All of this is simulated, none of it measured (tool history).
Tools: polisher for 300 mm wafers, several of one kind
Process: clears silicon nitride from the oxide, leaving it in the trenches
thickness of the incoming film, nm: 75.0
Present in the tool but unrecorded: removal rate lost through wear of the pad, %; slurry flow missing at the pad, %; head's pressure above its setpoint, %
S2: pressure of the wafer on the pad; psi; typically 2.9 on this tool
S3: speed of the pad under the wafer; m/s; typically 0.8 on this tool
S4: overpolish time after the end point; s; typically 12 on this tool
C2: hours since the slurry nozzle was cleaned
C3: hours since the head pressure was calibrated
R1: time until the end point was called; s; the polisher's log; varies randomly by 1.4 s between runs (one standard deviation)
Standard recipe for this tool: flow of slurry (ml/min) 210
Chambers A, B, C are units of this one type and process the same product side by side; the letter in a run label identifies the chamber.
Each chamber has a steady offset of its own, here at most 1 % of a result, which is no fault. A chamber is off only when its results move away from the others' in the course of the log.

run 1C hour=7.3 | flow_of_slurry_(ml/min)=210 S2=2.9 S3=0.8 S4=12 | wafers_polished_on_this_pad=370 C2=181.8 C3=178.4 | R1=99.950
run 2A hour=14.0 | flow_of_slurry_(ml/min)=210 S2=2.9 S3=0.8 S4=12 | wafers_polished_on_this_pad=377 C2=181.3 C3=332.7 | R1=102.510
run 3B hour=21.8 | flow_of_slurry_(ml/min)=210 S2=2.9 S3=0.8 S4=12 | wafers_polished_on_this_pad=742 C2=179.4 C3=33.2 | R1=100.910
run 4B hour=28.7 | flow_of_slurry_(ml/min)=210 S2=2.9 S3=0.8 S4=12 | wafers_polished_on_this_pad=803 C2=186.3 C3=40.1 | R1=103.630
-- hour=33.1 chamber C: worn pad replaced by a new one
run 5C hour=36.6 | flow_of_slurry_(ml/min)=210 S2=2.9 S3=0.8 S4=12 | wafers_polished_on_this_pad=31 C2=211.1 C3=207.7 | R1=101.650
-- hour=37.0 chamber A: slurry nozzle cleaned
run 6A hour=46.9 | flow_of_slurry_(ml/min)=280 S2=2.9 S3=0.6 S4=12 | wafers_polished_on_this_pad=668 C2=10.0 C3=365.6 | R1=132.420
run 7B hour=57.1 | flow_of_slurry_(ml/min)=280 S2=2.9 S3=0.6 S4=12 | wafers_polished_on_this_pad=1055 C2=214.7 C3=68.5 | R1=128.640
-- hour=65.2 chamber B: worn pad replaced by a new one
run 8C hour=70.6 | flow_of_slurry_(ml/min)=280 S2=2.9 S3=0.6 S4=12 | wafers_polished_on_this_pad=332 C2=245.1 C3=241.7 | R1=126.750
-- hour=76.4 chamber C: slurry nozzle cleaned
run 9A hour=84.1 | flow_of_slurry_(ml/min)=210 S2=2.9 S3=0.8 S4=19 | wafers_polished_on_this_pad=998 C2=47.2 C3=402.8 | R1=101.410
-- hour=91.0 chamber C: worn pad replaced by a new one
run 10B hour=93.2 | flow_of_slurry_(ml/min)=210 S2=2.9 S3=0.8 S4=19 | wafers_polished_on_this_pad=248 C2=250.8 C3=104.6 | R1=100.690
run 11C hour=107.9 | flow_of_slurry_(ml/min)=210 S2=2.9 S3=0.8 S4=19 | wafers_polished_on_this_pad=150 C2=31.6 C3=279.0 | R1=102.070
-- hour=113.6 chamber A: worn pad replaced by a new one
run 12A hour=116.2 | flow_of_slurry_(ml/min)=210 S2=2.9 S3=0.8 S4=12 | wafers_polished_on_this_pad=23 C2=79.3 C3=434.9 | R1=99.419
run 13C hour=128.8 | flow_of_slurry_(ml/min)=210 S2=2.9 S3=0.8 S4=12 | wafers_polished_on_this_pad=335 C2=52.5 C3=299.9 | R1=100.040
run 14A hour=140.1 | flow_of_slurry_(ml/min)=210 S2=2.9 S3=0.8 S4=12 | wafers_polished_on_this_pad=235 C2=103.2 C3=458.8 | R1=98.063
-- hour=145.7 chamber C: worn pad replaced by a new one
run 15B hour=152.0 | flow_of_slurry_(ml/min)=210 S2=2.9 S3=0.8 S4=12 | wafers_polished_on_this_pad=769 C2=309.6 C3=163.4 | R1=100.060
run 16B hour=159.7 | flow_of_slurry_(ml/min)=210 S2=2.9 S3=0.8 S4=12 | wafers_polished_on_this_pad=837 C2=317.3 C3=171.1 | R1=99.439
run 17C hour=171.3 | flow_of_slurry_(ml/min)=210 S2=2.9 S3=0.8 S4=12 | wafers_polished_on_this_pad=227 C2=95.0 C3=342.4 | R1=98.356
run 18A hour=181.4 | flow_of_slurry_(ml/min)=210 S2=2.9 S3=0.8 S4=12 | wafers_polished_on_this_pad=601 C2=144.5 C3=500.1 | R1=100.510
-- hour=182.0 chamber A: head pressure recalibrated
run 19A hour=187.9 | flow_of_slurry_(ml/min)=210 S2=2.9 S3=0.8 S4=12 | wafers_polished_on_this_pad=658 C2=151.0 C3=5.9 | R1=101.930
run 20C hour=195.4 | flow_of_slurry_(ml/min)=210 S2=2.9 S3=0.8 S4=12 | wafers_polished_on_this_pad=440 C2=119.1 C3=366.5 | R1=103.290
-- hour=201.3 chamber C: worn pad replaced by a new one
-- hour=204.7 chamber B: worn pad replaced by a new one
run 21B hour=207.1 | flow_of_slurry_(ml/min)=210 S2=2.9 S3=0.8 S4=12 | wafers_polished_on_this_pad=21 C2=364.7 C3=218.5 | R1=100.520
-- hour=216.0 chamber A: slurry nozzle cleaned
run 22B hour=219.7 | flow_of_slurry_(ml/min)=210 S2=2.9 S3=0.8 S4=12 | wafers_polished_on_this_pad=133 C2=377.3 C3=231.1 | R1=98.140
run 23C hour=228.2 | flow_of_slurry_(ml/min)=210 S2=2.9 S3=0.8 S4=12 | wafers_polished_on_this_pad=239 C2=151.9 C3=399.3 | R1=101.050
run 24A hour=239.3 | flow_of_slurry_(ml/min)=210 S2=2.9 S3=0.8 S4=12 | wafers_polished_on_this_pad=1114 C2=23.4 C3=57.3 | R1=103.380
run 25A hour=247.2 | flow_of_slurry_(ml/min)=210 S2=2.9 S3=0.8 S4=12 | wafers_polished_on_this_pad=1184 C2=31.3 C3=65.2 | R1=98.763
run 26C hour=259.6 | flow_of_slurry_(ml/min)=210 S2=2.9 S3=0.8 S4=12 | wafers_polished_on_this_pad=517 C2=183.3 C3=430.7 | R1=96.891
-- hour=268.8 chamber C: worn pad replaced by a new one
run 27B hour=269.6 | flow_of_slurry_(ml/min)=210 S2=2.9 S3=0.8 S4=12 | wafers_polished_on_this_pad=575 C2=427.2 C3=281.0 | R1=100.120
-- hour=275.9 chamber A: worn pad replaced by a new one
run 28B hour=278.0 | flow_of_slurry_(ml/min)=210 S2=2.9 S3=0.8 S4=12 | wafers_polished_on_this_pad=649 C2=435.6 C3=289.4 | R1=101.050
run 29C hour=285.6 | flow_of_slurry_(ml/min)=210 S2=2.9 S3=0.8 S4=12 | wafers_polished_on_this_pad=149 C2=209.3 C3=456.7 | R1=99.966
run 30A hour=293.2 | flow_of_slurry_(ml/min)=210 S2=2.9 S3=0.8 S4=12 | wafers_polished_on_this_pad=153 C2=77.3 C3=111.2 | R1=101.370

What goes on in this fleet: one chamber off, a drifting gauge, or nothing beyond the chambers' own small offsets? Name the chamber and the cause, if any.

The fleet is healthy, with each chamber sitting at its usual small offset and no drift in the gauge.
